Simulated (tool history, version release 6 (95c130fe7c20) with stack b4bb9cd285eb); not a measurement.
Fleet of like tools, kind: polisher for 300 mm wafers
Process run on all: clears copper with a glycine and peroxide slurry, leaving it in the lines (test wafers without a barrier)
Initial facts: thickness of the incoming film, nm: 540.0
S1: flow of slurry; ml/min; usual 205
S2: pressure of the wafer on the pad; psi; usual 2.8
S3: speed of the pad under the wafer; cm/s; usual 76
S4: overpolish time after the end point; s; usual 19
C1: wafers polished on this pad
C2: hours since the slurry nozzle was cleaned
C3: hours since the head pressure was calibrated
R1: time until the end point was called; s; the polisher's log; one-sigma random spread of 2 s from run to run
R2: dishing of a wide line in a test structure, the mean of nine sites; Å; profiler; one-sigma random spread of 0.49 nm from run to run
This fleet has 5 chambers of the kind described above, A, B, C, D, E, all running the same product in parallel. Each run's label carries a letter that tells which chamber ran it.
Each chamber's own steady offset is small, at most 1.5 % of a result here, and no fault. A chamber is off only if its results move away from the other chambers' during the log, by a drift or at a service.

run,hour,S1,S2,S3,S4,C1,C2,C3,R1,R2
1A,7.1,205,2.8,76,19,380,781.9,89.3,149.49,464.80
2D,12.1,205,2.8,76,19,214,80.8,210.0,154.68,469.65
3B,16.4,205,2.8,76,19,551,694.3,213.3,151.90,464.07
4E,22.6,205,2.8,76,19,1385,133.3,289.0,145.12,468.52
5C,29.4,205,2.8,76,19,649,660.8,965.2,149.56,467.86
# hour 33.7: chamber A: worn pad replaced by a new one
6A,36.8,205,2.8,76,19,32,811.6,119.0,144.36,472.26
7C,40.8,205,2.8,76,19,769,672.2,976.6,151.52,464.66
# hour 43.0: chamber E: worn pad replaced by a new one
# hour 43.6: chamber C: worn pad replaced by a new one
8B,48.3,205,2.8,76,19,884,726.2,245.2,149.44,457.78
9E,53.6,205,2.8,76,19,111,164.3,320.0,145.74,467.35
10D,57.7,245,2.8,92,19,691,126.4,255.6,126.14,546.13
11A,64.0,245,2.8,92,19,317,838.8,146.2,125.34,537.71
12C,67.4,245,2.8,92,19,248,698.8,1003.2,126.02,534.41
# hour 69.5: chamber B: slurry nozzle cleaned
13E,74.1,245,2.8,92,19,325,184.8,340.5,124.83,535.32
14B,78.0,245,2.8,92,19,1195,8.5,274.9,126.64,542.27
15D,81.4,205,2.8,76,19,939,150.1,279.3,151.95,468.21
16D,86.7,205,2.8,76,19,994,155.4,284.6,151.34,473.28
# hour 89.9: chamber A: worn pad replaced by a new one
17C,93.1,205,2.8,76,19,517,724.5,1028.9,148.85,464.61
18E,99.6,205,2.8,76,19,592,210.3,366.0,148.71,456.62
19A,105.0,205,3.6,76,27,158,879.8,187.2,124.74,733.19
20B,110.6,205,3.6,76,27,1536,41.1,307.5,121.21,729.80
21B,115.3,205,3.6,76,27,1585,45.8,312.2,126.68,720.77
# hour 117.2: chamber B: worn pad replaced by a new one
# hour 119.2: chamber C: worn pad replaced by a new one
# hour 120.3: chamber D: worn pad replaced by a new one
22C,122.2,205,3.6,76,27,31,753.6,1058.0,121.81,722.51
23A,129.2,205,3.6,76,27,411,904.0,211.4,120.95,724.21
24D,134.4,205,2.8,76,28,148,203.1,332.3,150.67,635.93
25E,140.9,205,2.8,76,28,1024,251.6,407.3,149.43,651.94
26D,145.1,205,2.8,76,28,260,213.8,343.0,150.66,649.26
27A,150.9,205,2.8,76,28,638,925.7,233.1,150.29,622.69
28B,156.9,205,2.8,76,28,415,87.4,353.8,147.91,633.03
# hour 160.5: chamber E: slurry nozzle cleaned
29E,162.2,205,2.8,76,19,1246,1.8,428.6,146.42,473.03
30C,168.6,205,2.8,76,19,516,800.0,1104.4,150.28,465.81
31B,172.3,205,2.8,76,19,576,102.8,369.2,151.59,467.07
32D,179.8,205,2.8,76,19,623,248.5,377.7,148.75,475.57
# hour 180.4: chamber C: worn pad replaced by a new one
33C,183.9,205,2.8,76,19,37,815.3,1119.7,150.46,460.70

Is one chamber off against the others, does the gauge drift, or is nothing wrong? If a chamber is off, say which, and what the likeliest cause is.

All chambers stay in line apart from their small fixed offsets, and the gauge does not drift.
